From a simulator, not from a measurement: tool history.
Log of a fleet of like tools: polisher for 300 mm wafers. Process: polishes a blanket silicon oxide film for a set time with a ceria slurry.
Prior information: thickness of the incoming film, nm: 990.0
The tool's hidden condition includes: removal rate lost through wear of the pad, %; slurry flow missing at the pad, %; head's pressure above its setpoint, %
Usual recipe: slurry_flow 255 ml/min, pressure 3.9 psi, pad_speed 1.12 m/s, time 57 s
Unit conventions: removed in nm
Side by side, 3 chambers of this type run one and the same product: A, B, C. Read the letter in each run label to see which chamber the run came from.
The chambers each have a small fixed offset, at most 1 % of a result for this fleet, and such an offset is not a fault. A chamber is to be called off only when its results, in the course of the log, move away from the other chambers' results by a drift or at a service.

run,hour,slurry_flow,pressure,pad_speed,time,wafers polished on this pad,hours since the slurry nozzle was cleaned,hours since the head pressure was calibrated,removed
# hour 8.9: chamber C: worn pad replaced by a new one
1A,12.4,255,3.9,1.12,57,273,721.1,378,410.47
2C,23.4,255,3.9,1.12,57,178,50.6,291.2,418.5
3B,32.4,255,3.9,1.12,57,775,417.4,411.8,410.28
4B,42,255,3.9,1.12,57,893,427,421.4,411.5
# hour 42.8: chamber B: slurry nozzle cleaned
# hour 43.4: chamber B: worn pad replaced by a new one
# hour 43.5: chamber A: worn pad replaced by a new one
5C,56.7,255,3.9,1.12,57,586,83.9,324.5,419.48
6A,69.7,255,3.9,1.12,57,321,778.4,435.3,414.51
7B,77.5,255,3.9,1.12,57,418,34.7,456.9,414.34
8A,88.7,255,3.9,1.12,57,554,797.4,454.3,417.55
# hour 102.6: chamber A: worn pad replaced by a new one
9C,103.5,255,3.9,1.12,57,1159,130.7,371.3,415.98
# hour 106.9: chamber B: worn pad replaced by a new one
# hour 116: chamber C: worn pad replaced by a new one
10B,116.9,255,3.9,1.12,57,122,74.1,496.3,404.46
11A,132.3,255,3.9,1.12,57,364,841,497.9,419.61
12C,147.5,255,3.9,1.12,57,386,174.7,415.3,422.2
13C,159.5,255,3.3,1.12,57,533,186.7,427.3,350.38
# hour 167.6: chamber A: worn pad replaced by a new one
14A,172.1,255,3.3,1.12,57,56,880.8,537.7,364.85
# hour 172.9: chamber B: worn pad replaced by a new one
# hour 174.9: chamber A: slurry nozzle cleaned
15B,188.1,255,3.3,1.12,57,186,145.3,567.5,351.26
16A,201.9,255,3.9,1.4,57,421,27,567.5,551.12
17C,212.9,255,3.9,1.4,57,1187,240.1,480.7,532.51
# hour 215.2: chamber C: worn pad replaced by a new one
# hour 217.8: chamber A: worn pad replaced by a new one
18B,223,255,3.9,1.4,57,613,180.2,602.4,521.9
19C,235.3,255,3.9,1.12,57,246,262.5,503.1,420.14
# hour 248.4: chamber C: head pressure recalibrated
20B,249.3,195,4.6,1.12,57,935,206.5,628.7,466.17
# hour 252.2: chamber B: worn pad replaced by a new one
21A,264.7,195,4.6,1.12,57,574,89.8,630.3,501.31
22C,273.7,195,4.6,1.12,57,716,300.9,25.3,482.6
23B,282,255,3.9,1.12,57,366,239.2,661.4,416.67

For the next run the whole fleet of 3 chambers uses the same settings. Give each chamber's results:
24A,293.7,255,3.9,1.12,57,,,,?
24B,293.7,255,3.9,1.12,57,,,,?
24C,293.7,255,3.9,1.12,57,,,,?

run,removed
24A,438.52
24B,416.75
24C,413.55

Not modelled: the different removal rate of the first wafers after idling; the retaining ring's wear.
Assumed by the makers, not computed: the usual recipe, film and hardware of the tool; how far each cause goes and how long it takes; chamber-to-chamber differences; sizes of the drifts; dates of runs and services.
